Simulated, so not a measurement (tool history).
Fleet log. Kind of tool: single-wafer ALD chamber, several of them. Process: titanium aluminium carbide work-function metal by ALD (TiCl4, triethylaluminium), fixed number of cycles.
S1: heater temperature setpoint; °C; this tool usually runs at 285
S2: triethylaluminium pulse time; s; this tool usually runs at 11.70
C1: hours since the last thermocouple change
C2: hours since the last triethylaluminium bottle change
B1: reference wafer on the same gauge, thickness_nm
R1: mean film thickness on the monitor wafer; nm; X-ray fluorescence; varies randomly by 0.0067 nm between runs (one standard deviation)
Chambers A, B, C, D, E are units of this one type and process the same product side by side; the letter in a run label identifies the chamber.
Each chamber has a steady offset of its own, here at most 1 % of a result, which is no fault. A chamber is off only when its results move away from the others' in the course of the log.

Run 1A, hour 4.3: usual settings; C1 1553.9; C2 824.5; B1 1.6107. Result: R1 1.8986 nm.
Run 2C, hour 8.5: usual settings; C1 218.1; C2 157.7; B1 1.6087. Result: R1 1.8759 nm.
Run 3D, hour 12.6: usual settings; C1 640.1; C2 1445.0; B1 1.6089. Result: R1 1.9155 nm.
Run 4E, hour 16.4: usual settings; C1 136.5; C2 391.4; B1 1.6110. Result: R1 1.9098 nm.
Run 5B, hour 24.2: usual settings; C1 790.8; C2 415.0; B1 1.6105. Result: R1 1.9084 nm.
Run 6A, hour 30.4: usual settings; C1 1580.0; C2 850.6; B1 1.6101. Result: R1 1.9008 nm.
Run 7B, hour 36.4: usual settings; C1 803.0; C2 427.2; B1 1.6104. Result: R1 1.8956 nm.
Run 8E, hour 41.3: usual settings; C1 161.4; C2 416.3; B1 1.6114. Result: R1 1.9035 nm.
Run 9C, hour 44.9: usual settings; C1 254.5; C2 194.1; B1 1.6105. Result: R1 1.8799 nm.
Run 10D, hour 48.4: usual settings; C1 675.9; C2 1480.8; B1 1.6089. Result: R1 1.9186 nm.
Run 11C, hour 54.7: usual settings; C1 264.3; C2 203.9; B1 1.6096. Result: R1 1.8727 nm.
Run 12A, hour 59.9: usual settings; C1 1609.5; C2 880.1; B1 1.6107. Result: R1 1.8960 nm.
Run 13D, hour 64.2: usual settings; C1 691.7; C2 1496.6; B1 1.6093. Result: R1 1.9043 nm.
Run 14E, hour 71.5: usual settings; C1 191.6; C2 446.5; B1 1.6098. Result: R1 1.8968 nm.
Run 15B, hour 78.6: usual settings; C1 845.2; C2 469.4; B1 1.6110. Result: R1 1.8937 nm.
Run 16C, hour 86.3: usual settings; C1 295.9; C2 235.5; B1 1.6090. Result: R1 1.8859 nm.
Run 17E, hour 89.9: usual settings; C1 210.0; C2 464.9; B1 1.6111. Result: R1 1.9040 nm.
Run 18B, hour 93.5: usual settings; C1 860.1; C2 484.3; B1 1.6099. Result: R1 1.9017 nm.
Run 19A, hour 98.6: usual settings but S1 291 °C, S2 15.78 s; C1 1648.2; C2 918.8; B1 1.6102. Result: R1 1.9845 nm.
Run 20D, hour 103.8: usual settings but S1 291 °C, S2 15.78 s; C1 731.3; C2 1536.2; B1 1.6102. Result: R1 1.9947 nm.
Run 21B, hour 109.4: usual settings but S1 291 °C, S2 15.78 s; C1 876.0; C2 500.2; B1 1.6110. Result: R1 1.9841 nm.
Run 22D, hour 113.6: usual settings but S1 291 °C, S2 15.78 s; C1 741.1; C2 1546.0; B1 1.6113. Result: R1 2.0032 nm.
Run 23A, hour 120.8: usual settings but S1 291 °C, S2 15.78 s; C1 1670.4; C2 941.0; B1 1.6100. Result: R1 1.9960 nm.
Run 24E, hour 128.3: usual settings; C1 248.4; C2 503.3; B1 1.6109. Result: R1 1.8994 nm.
Run 25C, hour 133.9: usual settings; C1 343.5; C2 283.1; B1 1.6111. Result: R1 1.8802 nm.
Run 26B, hour 141.2: usual settings; C1 907.8; C2 532.0; B1 1.6103. Result: R1 1.9104 nm.
Run 27D, hour 145.8: usual settings but S2 14.24 s; C1 773.3; C2 1578.2; B1 1.6096. Result: R1 1.9222 nm.
Run 28E, hour 153.5: usual settings but S2 14.24 s; C1 273.6; C2 528.5; B1 1.6095. Result: R1 1.9129 nm.
Run 29A, hour 159.2: usual settings but S2 14.24 s; C1 1708.8; C2 979.4; B1 1.6092. Result: R1 1.9086 nm.
Run 30C, hour 166.5: usual settings but S2 14.24 s; C1 376.1; C2 315.7; B1 1.6100. Result: R1 1.9004 nm.
Run 31D, hour 171.5: usual settings but S2 14.24 s; C1 799.0; C2 1603.9; B1 1.6109. Result: R1 1.9258 nm.
Run 32E, hour 175.5: usual settings; C1 295.6; C2 550.5; B1 1.6105. Result: R1 1.9033 nm.
Run 33C, hour 182.8: usual settings; C1 392.4; C2 332.0; B1 1.6088. Result: R1 1.8839 nm.

Each of the 5 chambers runs these same settings next. Fill in every chamber's results:
Run 34A, hour 188.5: usual settings. Result: R1 ?.
Run 34B, hour 188.5: usual settings. Result: R1 ?.
Run 34C, hour 188.5: usual settings. Result: R1 ?.
Run 34D, hour 188.5: usual settings. Result: R1 ?.
Run 34E, hour 188.5: usual settings. Result: R1 ?.

run      R1
34A  1.8964
34B  1.9003
34C  1.8846
34D  1.8970
34E  1.9030
